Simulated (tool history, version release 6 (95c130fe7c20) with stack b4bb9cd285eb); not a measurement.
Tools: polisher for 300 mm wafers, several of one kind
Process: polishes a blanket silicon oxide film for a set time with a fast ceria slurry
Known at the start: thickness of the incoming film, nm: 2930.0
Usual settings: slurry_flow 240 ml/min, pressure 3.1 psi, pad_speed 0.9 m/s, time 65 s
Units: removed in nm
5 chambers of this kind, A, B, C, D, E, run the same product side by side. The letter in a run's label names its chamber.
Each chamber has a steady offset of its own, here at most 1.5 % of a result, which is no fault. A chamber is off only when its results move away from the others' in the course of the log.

| run | hour | slurry_flow | pressure | pad_speed | time | wafers polished on this pad | hours since the slurry nozzle was cleaned | hours since the head pressure was calibrated | removed |
|---|---|---|---|---|---|---|---|---|---|
|  | 4 | chamber B: worn pad replaced by a new one |
| 1A | 7.5 | 240 | 3.1 | 0.9 | 65 | 670 | 529.6 | 199.8 | 865.14 |
|  | 14.1 | chamber C: worn pad replaced by a new one |
| 2C | 19.6 | 240 | 3.1 | 0.9 | 65 | 62 | 312.7 | 649.7 | 892.71 |
| 3E | 28.2 | 240 | 3.1 | 0.9 | 65 | 722 | 82.2 | 616 | 884.64 |
| 4B | 36.8 | 240 | 3.1 | 0.9 | 65 | 367 | 131.2 | 121.1 | 880.82 |
| 5D | 43.4 | 240 | 3.1 | 0.9 | 65 | 1010 | 46.8 | 727.4 | 903.92 |
|  | 45.6 | chamber D: head pressure recalibrated |
| 6C | 52.6 | 240 | 3.1 | 0.9 | 65 | 431 | 345.7 | 682.7 | 879 |
|  | 56.9 | chamber A: worn pad replaced by a new one |
|  | 62.4 | chamber A: slurry nozzle cleaned |
| 7A | 63.4 | 240 | 2.5 | 0.9 | 65 | 73 | 1 | 255.7 | 713.12 |
|  | 71.1 | chamber D: worn pad replaced by a new one |
| 8B | 75.1 | 240 | 2.5 | 0.9 | 65 | 795 | 169.5 | 159.4 | 705.61 |
| 9D | 86.5 | 240 | 2.5 | 0.9 | 65 | 173 | 89.9 | 40.9 | 721.51 |
|  | 92.1 | chamber B: worn pad replaced by a new one |
| 10E | 96.2 | 240 | 2.5 | 0.9 | 65 | 1483 | 150.2 | 684 | 716.36 |
| 11D | 108.7 | 240 | 2.5 | 0.9 | 65 | 421 | 112.1 | 63.1 | 711.44 |
|  | 110.1 | chamber E: worn pad replaced by a new one |
| 12B | 118.6 | 210 | 3.1 | 0.74 | 65 | 296 | 213 | 202.9 | 710.37 |
|  | 121.7 | chamber B: slurry nozzle cleaned |
| 13C | 125.7 | 210 | 3.1 | 0.74 | 65 | 1249 | 418.8 | 755.8 | 710.27 |
|  | 125.9 | chamber C: worn pad replaced by a new one |
| 14E | 133.9 | 210 | 3.1 | 0.74 | 65 | 267 | 187.9 | 721.7 | 715.29 |
|  | 141.2 | chamber A: worn pad replaced by a new one |
| 15A | 147.4 | 210 | 3.1 | 0.74 | 65 | 69 | 85 | 339.7 | 699.6 |
|  | 147.5 | chamber E: slurry nozzle cleaned |
| 16C | 160.6 | 210 | 3.1 | 0.74 | 65 | 389 | 453.7 | 790.7 | 713.75 |
| 17D | 171.9 | 165 | 4.2 | 0.9 | 65 | 1129 | 175.3 | 126.3 | 1164.3 |
|  | 175.8 | chamber D: worn pad replaced by a new one |
| 18B | 180.3 | 165 | 4.2 | 0.9 | 65 | 987 | 58.6 | 264.6 | 1121.6 |
| 19E | 189.2 | 165 | 4.2 | 0.9 | 65 | 886 | 41.8 | 777 | 1137.9 |
|  | 197.6 | chamber B: worn pad replaced by a new one |
| 20A | 201 | 165 | 4.2 | 0.9 | 65 | 669 | 138.6 | 393.3 | 1141.1 |
| 21C | 207.5 | 165 | 4.2 | 0.9 | 65 | 914 | 500.6 | 837.6 | 1130.6 |
|  | 213.7 | chamber C: worn pad replaced by a new one |
| 22A | 214.1 | 240 | 3.1 | 0.9 | 65 | 816 | 151.7 | 406.4 | 885.38 |
| 23E | 227.2 | 240 | 3.1 | 0.9 | 65 | 1311 | 79.8 | 815 | 868.08 |
|  | 227.6 | chamber E: worn pad replaced by a new one |
| 24D | 233.4 | 240 | 3.1 | 0.9 | 65 | 645 | 236.8 | 187.8 | 900.22 |
| 25B | 244.6 | 240 | 3.1 | 0.9 | 65 | 526 | 122.9 | 328.9 | 887.15 |
|  | 247.6 | chamber A: worn pad replaced by a new one |
|  | 248.1 | chamber C: slurry nozzle cleaned |
| 26B | 256.3 | 240 | 3.1 | 0.9 | 65 | 657 | 134.6 | 340.6 | 871.11 |
| 27C | 270.1 | 240 | 3.1 | 0.9 | 65 | 631 | 22.1 | 900.2 | 903.54 |
| 28A | 277 | 240 | 3.1 | 0.9 | 65 | 330 | 214.6 | 469.3 | 900.8 |
| 29E | 289 | 240 | 3.1 | 0.9 | 65 | 688 | 141.6 | 876.8 | 896.83 |
|  | 290.6 | chamber D: worn pad replaced by a new one |
| 30D | 301.9 | 240 | 3.1 | 0.9 | 65 | 127 | 305.3 | 256.3 | 906.67 |
| 31A | 315.7 | 240 | 3.1 | 0.9 | 65 | 763 | 253.3 | 508 | 873.87 |

Is one chamber off against the others, does the gauge drift, or is nothing wrong? If a chamber is off, say which, and what the likeliest cause is.

No chamber stands off beyond its own small offset, and the gauge holds steady.

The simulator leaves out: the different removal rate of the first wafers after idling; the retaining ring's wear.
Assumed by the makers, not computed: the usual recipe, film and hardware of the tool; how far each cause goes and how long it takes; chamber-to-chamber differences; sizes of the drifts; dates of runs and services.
